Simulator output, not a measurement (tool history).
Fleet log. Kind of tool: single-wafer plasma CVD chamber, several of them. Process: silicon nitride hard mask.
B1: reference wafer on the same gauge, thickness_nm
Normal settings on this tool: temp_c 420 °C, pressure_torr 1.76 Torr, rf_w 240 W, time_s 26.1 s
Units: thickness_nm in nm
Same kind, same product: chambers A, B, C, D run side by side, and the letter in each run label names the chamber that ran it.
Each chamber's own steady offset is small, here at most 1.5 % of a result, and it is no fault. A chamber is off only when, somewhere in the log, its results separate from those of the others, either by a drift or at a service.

Run 1B, hour 10.5: usual settings; B1 21.501. Result: thickness_nm 25.776 nm.
Run 2C, hour 19.5: usual settings; B1 21.506. Result: thickness_nm 26.167 nm.
Run 3D, hour 25.4: usual settings; B1 21.494. Result: thickness_nm 26.231 nm.
Run 4A, hour 32.1: usual settings; B1 21.535. Result: thickness_nm 26.289 nm.
Run 5B, hour 40.2: usual settings; B1 21.487. Result: thickness_nm 25.823 nm.
Run 6D, hour 47.4: usual settings; B1 21.482. Result: thickness_nm 26.087 nm.
Run 7A, hour 60: usual settings; B1 21.488. Result: thickness_nm 26.342 nm.
Run 8C, hour 68: usual settings; B1 21.501. Result: thickness_nm 26.065 nm.
Run 9A, hour 80.7: usual settings but temp_c 407 °C; B1 21.499. Result: thickness_nm 26.252 nm.
Run 10B, hour 89.6: usual settings but temp_c 407 °C; B1 21.488. Result: thickness_nm 26.096 nm.
Run 11C, hour 102.8: usual settings but temp_c 407 °C; B1 21.488. Result: thickness_nm 26.33 nm.
Run 12D, hour 112.9: usual settings but temp_c 407 °C; B1 21.525. Result: thickness_nm 26.116 nm.
Run 13C, hour 121.6: usual settings; B1 21.518. Result: thickness_nm 26.117 nm.
Run 14B, hour 132.4: usual settings but temp_c 430 °C, rf_w 260 W; B1 21.502. Result: thickness_nm 27.31 nm.
Run 15D, hour 140.9: usual settings but temp_c 430 °C, rf_w 260 W; B1 21.507. Result: thickness_nm 27.235 nm.
Run 16A, hour 149.3: usual settings but temp_c 430 °C, rf_w 260 W; B1 21.49. Result: thickness_nm 27.742 nm.
At hour 151.4: chamber B: RF generator calibrated.
Run 17A, hour 156.3: usual settings but temp_c 430 °C, rf_w 260 W; B1 21.499. Result: thickness_nm 27.734 nm.
Run 18D, hour 163.8: usual settings; B1 21.487. Result: thickness_nm 25.647 nm.
Run 19C, hour 170.7: usual settings; B1 21.501. Result: thickness_nm 26.237 nm.
Run 20B, hour 180.1: usual settings; B1 21.501. Result: thickness_nm 25.88 nm.
Run 21B, hour 189.5: usual settings; B1 21.506. Result: thickness_nm 26.013 nm.
Run 22D, hour 197.1: usual settings; B1 21.495. Result: thickness_nm 25.667 nm.
Run 23A, hour 207.6: usual settings; B1 21.489. Result: thickness_nm 26.444 nm.
At hour 214.5: chamber D: capacitance manometer re-zeroed and calibrated.
Run 24C, hour 217.6: usual settings; B1 21.485. Result: thickness_nm 26.098 nm.
Run 25C, hour 223.6: usual settings; B1 21.487. Result: thickness_nm 26.182 nm.
Run 26A, hour 236.1: usual settings; B1 21.523. Result: thickness_nm 26.348 nm.
Run 27B, hour 246.4: usual settings; B1 21.507. Result: thickness_nm 25.922 nm.
Run 28D, hour 259.5: usual settings; B1 21.506. Result: thickness_nm 25.327 nm.
Run 29B, hour 269: usual settings but rf_w 210 W, time_s 23.4 s; B1 21.504. Result: thickness_nm 20.952 nm.
Run 30A, hour 275.7: usual settings but rf_w 210 W, time_s 23.4 s; B1 21.502. Result: thickness_nm 21.47 nm.
Run 31C, hour 282.7: usual settings but rf_w 210 W, time_s 23.4 s; B1 21.51. Result: thickness_nm 21.285 nm.
Run 32D, hour 296.3: usual settings but rf_w 210 W, time_s 23.4 s; B1 21.5. Result: thickness_nm 20.504 nm.
Run 33A, hour 306: usual settings; B1 21.493. Result: thickness_nm 26.275 nm.
Run 34C, hour 313.1: usual settings; B1 21.507. Result: thickness_nm 26.16 nm.
Run 35B, hour 320.8: usual settings; B1 21.491. Result: thickness_nm 25.836 nm.
Run 36D, hour 331.1: usual settings; B1 21.52. Result: thickness_nm 25.234 nm.
Run 37A, hour 343.8: usual settings; B1 21.483. Result: thickness_nm 26.318 nm.
Run 38B, hour 349.8: usual settings; B1 21.492. Result: thickness_nm 25.932 nm.
Run 39C, hour 362.2: usual settings; B1 21.525. Result: thickness_nm 26.292 nm.
Run 40D, hour 372.2: usual settings; B1 21.507. Result: thickness_nm 24.864 nm.

Decide between three cases: one chamber stands off from its peers, the gauge reading all wafers drifts, or nothing is wrong past each chamber's small offset. Where a chamber is off, say which and what most likely put it there.

Little by little, chamber D moves away from the other chambers.
What lies behind it: delivered RF power below the setpoint (%) = 6.2.

Which of the 4 candidates below, each the usual settings with something changed and its results left as question marks, puts chamber D back in line with what the other chambers give on the usual settings?
Allowed miss from the other chambers' usual-settings mean, per result, to count as in line: thickness_nm 0.37 nm
Run 41D-1, hour 382: usual settings but pressure_torr 1.74 Torr, rf_w 235 W, time_s 25.4 s. Result: thickness_nm ?.
Run 41D-2, hour 382: usual settings but pressure_torr 2.03 Torr. Result: thickness_nm ?.
Run 41D-3, hour 382: usual settings but rf_w 230 W, time_s 24.9 s. Result: thickness_nm ?.
Run 41D-4, hour 382: usual settings but pressure_torr 1.8 Torr, rf_w 250 W, time_s 27.3 s. Result: thickness_nm ?.

On the usual settings, the other chambers give on average: thickness_nm 26.156 nm
  run  thickness_nm
41D-1        23.907
41D-2        26.065
41D-3        23.139
41D-4        27.157
With 41D-2, the chamber falls back in line with the rest.

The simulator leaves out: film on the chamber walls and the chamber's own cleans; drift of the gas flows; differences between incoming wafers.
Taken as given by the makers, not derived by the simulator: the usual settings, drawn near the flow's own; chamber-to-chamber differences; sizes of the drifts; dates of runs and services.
